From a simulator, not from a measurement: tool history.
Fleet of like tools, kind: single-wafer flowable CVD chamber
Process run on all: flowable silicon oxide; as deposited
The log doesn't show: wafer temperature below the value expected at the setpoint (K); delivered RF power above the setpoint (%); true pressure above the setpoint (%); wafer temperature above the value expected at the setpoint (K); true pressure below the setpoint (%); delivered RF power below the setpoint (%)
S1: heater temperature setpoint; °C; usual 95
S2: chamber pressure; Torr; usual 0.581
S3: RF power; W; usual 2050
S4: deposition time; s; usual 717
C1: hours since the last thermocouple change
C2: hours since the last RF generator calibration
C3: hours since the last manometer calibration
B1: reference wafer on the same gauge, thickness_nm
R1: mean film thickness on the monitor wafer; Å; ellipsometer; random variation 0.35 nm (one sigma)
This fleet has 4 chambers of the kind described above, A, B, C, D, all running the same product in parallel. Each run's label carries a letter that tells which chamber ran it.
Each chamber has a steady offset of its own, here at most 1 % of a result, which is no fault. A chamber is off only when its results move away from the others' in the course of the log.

run 1D hour=9.9 | S1=95 S2=0.581 S3=2050 S4=717 | C1=665 C2=975.8 C3=2557.9 | B1=394.95 | R1=3325.1
run 2C hour=18.9 | S1=95 S2=0.581 S3=2050 S4=717 | C1=668.1 C2=557.8 C3=730.8 | B1=395.06 | R1=3365.9
run 3A hour=29.5 | S1=95 S2=0.581 S3=2050 S4=717 | C1=903.2 C2=1802.2 C3=570.3 | B1=395.08 | R1=3324.6
run 4B hour=42.7 | S1=95 S2=0.581 S3=2050 S4=717 | C1=385.3 C2=524.2 C3=542.7 | B1=395.26 | R1=3335.5
run 5C hour=50.1 | S1=95 S2=0.581 S3=2050 S4=717 | C1=699.3 C2=589 C3=762 | B1=395.17 | R1=3365.5
run 6D hour=59.5 | S1=95 S2=0.581 S3=2275 S4=770 | C1=714.6 C2=1025.4 C3=2607.5 | B1=395.23 | R1=3644.4
run 7B hour=70 | S1=95 S2=0.581 S3=2275 S4=770 | C1=412.6 C2=551.5 C3=570 | B1=395.27 | R1=3645.6
run 8A hour=76.5 | S1=95 S2=0.581 S3=2275 S4=770 | C1=950.2 C2=1849.2 C3=617.3 | B1=395.42 | R1=3635.3
run 9A hour=87.4 | S1=95 S2=0.581 S3=2275 S4=770 | C1=961.1 C2=1860.1 C3=628.2 | B1=395.39 | R1=3635.7
run 10D hour=99.1 | S1=95 S2=0.581 S3=2050 S4=717 | C1=754.2 C2=1065 C3=2647.1 | B1=395.48 | R1=3339.6
run 11B hour=108.8 | S1=95 S2=0.581 S3=2050 S4=717 | C1=451.4 C2=590.3 C3=608.8 | B1=395.46 | R1=3334.8
-- hour=114.7 chamber D: capacitance manometer re-zeroed and calibrated
run 12C hour=120.6 | S1=95 S2=0.581 S3=2050 S4=717 | C1=769.8 C2=659.5 C3=832.5 | B1=395.62 | R1=3364.5
run 13D hour=130.5 | S1=95 S2=0.581 S3=2050 S4=717 | C1=785.6 C2=1096.4 C3=15.9 | B1=395.73 | R1=3336.5
run 14C hour=139.2 | S1=86 S2=0.581 S3=2050 S4=717 | C1=788.4 C2=678.1 C3=851.1 | B1=395.72 | R1=4505.2
run 15A hour=147.5 | S1=86 S2=0.581 S3=2050 S4=717 | C1=1021.2 C2=1920.2 C3=688.3 | B1=395.62 | R1=4417.4
run 16B hour=154.8 | S1=86 S2=0.581 S3=2050 S4=717 | C1=497.4 C2=636.3 C3=654.8 | B1=395.79 | R1=4432.5
run 17D hour=162.5 | S1=86 S2=0.581 S3=2050 S4=717 | C1=817.6 C2=1128.4 C3=47.9 | B1=395.86 | R1=4460.9
-- hour=166.7 chamber A: RF generator calibrated
run 18C hour=171.3 | S1=95 S2=0.655 S3=2295 S4=717 | C1=820.5 C2=710.2 C3=883.2 | B1=395.87 | R1=4073.9
run 19B hour=184.2 | S1=95 S2=0.655 S3=2295 S4=717 | C1=526.8 C2=665.7 C3=684.2 | B1=395.89 | R1=4024.5
run 20A hour=194.6 | S1=95 S2=0.655 S3=2295 S4=717 | C1=1068.3 C2=27.9 C3=735.4 | B1=395.98 | R1=4011.4
run 21C hour=205.4 | S1=95 S2=0.655 S3=2295 S4=717 | C1=854.6 C2=744.3 C3=917.3 | B1=396.09 | R1=4060.3
run 22D hour=211.7 | S1=95 S2=0.581 S3=2050 S4=781 | C1=866.8 C2=1177.6 C3=97.1 | B1=396.21 | R1=3639
run 23B hour=218.2 | S1=95 S2=0.581 S3=2050 S4=781 | C1=560.8 C2=699.7 C3=718.2 | B1=396.14 | R1=3631.1
run 24A hour=229.3 | S1=95 S2=0.581 S3=2050 S4=781 | C1=1103 C2=62.6 C3=770.1 | B1=396.05 | R1=3627.4
run 25C hour=240.2 | S1=95 S2=0.581 S3=2050 S4=781 | C1=889.4 C2=779.1 C3=952.1 | B1=396.33 | R1=3678.8
run 26B hour=246 | S1=95 S2=0.581 S3=2050 S4=717 | C1=588.6 C2=727.5 C3=746 | B1=396.25 | R1=3342.6
run 27A hour=256.4 | S1=95 S2=0.581 S3=2050 S4=717 | C1=1130.1 C2=89.7 C3=797.2 | B1=396.29 | R1=3327.9
run 28D hour=268.2 | S1=95 S2=0.581 S3=2050 S4=717 | C1=923.3 C2=1234.1 C3=153.6 | B1=396.31 | R1=3342.7
run 29D hour=276.7 | S1=95 S2=0.581 S3=2050 S4=717 | C1=931.8 C2=1242.6 C3=162.1 | B1=396.47 | R1=3340.9
-- hour=280.5 chamber C: RF generator calibrated
run 30B hour=283.3 | S1=95 S2=0.581 S3=2050 S4=797 | C1=625.9 C2=764.8 C3=783.3 | B1=396.4 | R1=3719.4
run 31A hour=292.4 | S1=95 S2=0.581 S3=2050 S4=797 | C1=1166.1 C2=125.7 C3=833.2 | B1=396.52 | R1=3700.8
run 32C hour=303.4 | S1=95 S2=0.581 S3=2050 S4=797 | C1=952.6 C2=23 C3=1015.3 | B1=396.6 | R1=3762.5
run 33A hour=313.1 | S1=95 S2=0.581 S3=2050 S4=797 | C1=1186.8 C2=146.4 C3=853.9 | B1=396.7 | R1=3695.5
run 34D hour=321.6 | S1=95 S2=0.581 S3=2050 S4=717 | C1=976.7 C2=1287.5 C3=207 | B1=396.62 | R1=3348.1

Which is it: a chamber that has drifted or been left off by a service, a gauge drift common to all chambers, or only each chamber's usual small offset? If a chamber is off, name it and its likeliest cause.

Gauge drift. The chambers move together only on paper, and none stands off.
Most likely cause: gauge reads high (%) = 0.433.
